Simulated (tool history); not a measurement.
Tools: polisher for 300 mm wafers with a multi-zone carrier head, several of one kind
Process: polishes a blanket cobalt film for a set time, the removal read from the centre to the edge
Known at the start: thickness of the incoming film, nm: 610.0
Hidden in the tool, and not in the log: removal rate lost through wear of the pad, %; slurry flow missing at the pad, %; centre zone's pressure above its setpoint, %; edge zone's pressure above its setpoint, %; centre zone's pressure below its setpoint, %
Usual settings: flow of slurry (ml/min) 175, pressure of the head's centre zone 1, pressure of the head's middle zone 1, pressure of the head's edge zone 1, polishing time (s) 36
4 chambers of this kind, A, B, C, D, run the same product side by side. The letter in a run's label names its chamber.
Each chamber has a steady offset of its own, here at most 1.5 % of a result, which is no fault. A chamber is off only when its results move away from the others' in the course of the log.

run	day	flow of slurry (ml/min)	pressure of the head's centre zone	pressure of the head's middle zone	pressure of the head's edge zone	polishing time (s)	wafers polished on this pad	hours since the slurry nozzle was cleaned	hours since the centre zone pressure was calibrated	hours since the edge zone pressure was calibrated	film removed at the wafer's centre (angstrom)	film removed at mid-radius (angstrom)	film removed at the wafer's edge (angstrom)
1D	0.238	175	1	1	1	36	606	89.7	6.8	65.1	2446.9	2381.2	2452.8
2A	0.392	175	1	1	1	36	622	346.7	237.6	1172.2	2450.8	2498.6	2404.2
# day 0.55: chamber D: worn pad replaced by a new one
3C	0.567	175	1	1	1	36	568	339.2	829.6	353.1	2450.4	2445.8	2434.7
4B	0.721	175	1	1	1	36	221	239.7	952.5	791	2386.4	2410.4	2463.6
5C	0.925	175	1	1	1	36	645	347.8	838.2	361.7	2457.8	2475	2458
6D	1.071	175	1	1	1	36	112	109.7	26.8	85.1	2419.4	2425.2	2353.2
7B	1.292	175	1	1	1	36	343	253.4	966.2	804.7	2441.5	2407.7	2393.1
8A	1.562	175	1	1	1	36	873	374.8	265.7	1200.3	2432.7	2446.8	2401.3
9B	1.812	175	1	1	1	36	455	265.9	978.7	817.2	2434.7	2430.3	2468
10D	1.967	175	1	1	1	36	304	131.2	48.3	106.6	2448.2	2421	2450.4
11A	2.121	175	1	1	1	36	993	388.2	279.1	1213.7	2432.6	2471.1	2403.6
12C	2.267	175	1	1	1	36	933	380	870.4	393.9	2445.9	2474.1	2422
# day 2.271: chamber C: edge zone pressure recalibrated
13C	2.475	175	1	1	1	36	977	385	875.4	5	2435.1	2437.2	2465.7
14A	2.683	220	1	1	0.96	36	1114	401.7	292.6	1227.2	2530.8	2557.6	2438.1
# day 2.85: chamber B: centre zone pressure recalibrated
15B	2.879	220	1	1	0.96	36	684	291.5	0.7	842.8	2406.6	2473.4	2534.3
16D	3.017	220	1	1	0.96	36	529	156.4	73.5	131.8	2529.9	2544.3	2434.8
# day 3.112: chamber A: worn pad replaced by a new one
# day 3.233: chamber D: worn pad replaced by a new one
17D	3.258	220	1	1	0.96	36	5	162.2	79.3	137.6	2538.1	2549.8	2452.5
18B	3.529	175	1	1	1	36	823	307.1	16.3	858.4	2292.8	2381.2	2336.9
19C	3.667	175	0.91	1.07	1	36	1233	413.6	904	33.6	2240.1	2566.9	2432.9
20A	3.817	175	0.91	1.07	1	36	151	428.9	319.8	1254.4	2189.4	2629.5	2449.2
# day 4.062: chamber C: worn pad replaced by a new one
21A	4.062	175	0.91	1.07	1	36	204	434.8	325.7	1260.3	2202.9	2604.4	2370.5
22D	4.25	175	0.91	1.07	1	36	218	186	103.1	161.4	2189.7	2603.9	2523.6
# day 4.254: chamber B: worn pad replaced by a new one
23C	4.488	175	1	1	1	36	91	433.3	923.7	53.3	2468.6	2425	2465.7
24B	4.675	175	1	1	1	36	90	334.6	43.8	885.9	2348.9	2410.4	2424.9
25A	4.921	175	1	1	1	36	388	455.4	346.3	1280.9	2385.9	2441.7	2399.4
26C	5.083	175	1	1	1	36	219	447.6	938	67.6	2433.9	2449	2444
27B	5.275	175	1	1	1	36	219	349	58.2	900.3	2296.9	2405.2	2390.6
28D	5.517	175	1	1	1	36	490	216.4	133.5	191.8	2426.4	2407.9	2425.7
29C	5.675	175	1	1	1	36	346	461.8	952.2	81.8	2449.7	2447.7	2384
30B	5.975	175	1	1	1	36	369	365.8	75	917.1	2356.2	2471.6	2442.1
# day 6.179: chamber D: worn pad replaced by a new one
31A	6.212	175	1	1	1	36	665	486.4	377.3	1311.9	2429.4	2459.4	2421
32D	6.512	175	1	1	1	46	72	240.3	157.4	215.7	3143.9	3114.8	3092.5
33A	6.821	175	1	1	1	46	796	501	391.9	1326.5	3100.8	3136.1	3075.7
34C	6.958	175	1	1	1	46	621	492.6	983	112.6	3161.9	3067.9	3179.8
# day 7.05: chamber B: slurry nozzle cleaned
35B	7.125	175	1	1	1	46	616	1.8	102.6	944.7	2992.1	3089.7	3122.6
36D	7.4	175	1	1	1	43	262	261.6	178.7	237	2890.8	2926	2857.4
37C	7.667	175	1	1	1	43	773	509.6	1000	129.6	2928.4	2867.7	2944.4
# day 7.854: chamber A: slurry nozzle cleaned
38A	7.875	175	1	1	1	43	1022	0.6	417.2	1351.8	2895.7	2913	2939.6
39D	8.138	175	1	1	1	43	420	279.3	196.4	254.7	2918.8	2853.1	2842.5
40B	8.321	175	1	1	1	36	872	30.5	131.3	973.4	2340.7	2401.6	2469.8
41C	8.562	175	1	1	1	36	966	531.1	1021.5	151.1	2427.5	2468.8	2423.1
42D	8.733	175	1	1	1	36	548	293.6	210.7	269	2439.4	2446	2444.4
43A	8.896	175	1	1	1	36	1241	25.1	441.7	1376.3	2425.1	2479.1	2374.1

Is one chamber off against the others, does the gauge drift, or is nothing wrong? If a chamber is off, say which, and what the likeliest cause is.

A service left chamber B off against the others.
Cause: centre zone's pressure below its setpoint, % = 4.03.

Here are 4 candidates for chamber B's next run, each the usual settings with a change, their results left as question marks. Which one brings its results back in line with what the others give on the usual settings?
In line means no further than this from the other chambers' mean on the usual settings: film removed at the wafer's centre (angstrom) 56; film removed at mid-radius (angstrom) 86; film removed at the wafer's edge (angstrom) 120
44B-1	9.117	180	1.07	1	0.97	36					?	?	?
44B-2	9.117	170	0.96	1	1.02	36					?	?	?
44B-3	9.117	170	0.93	1	1.03	36					?	?	?
44B-4	9.117	180	1.04	1	0.98	36					?	?	?

The other chambers' mean on the usual settings: film removed at the wafer's centre (angstrom) 2434.1; film removed at mid-radius (angstrom) 2436.3; film removed at the wafer's edge (angstrom) 2419.4
run	film removed at the wafer's centre (angstrom)	film removed at mid-radius (angstrom)	film removed at the wafer's edge (angstrom)
44B-1	2543.6	2435.5	2416.8
44B-2	2231.4	2413.8	2463.7
44B-3	2153.6	2414.1	2476.4
44B-4	2465	2435.9	2429.7
44B-4 brings the chamber back in line.
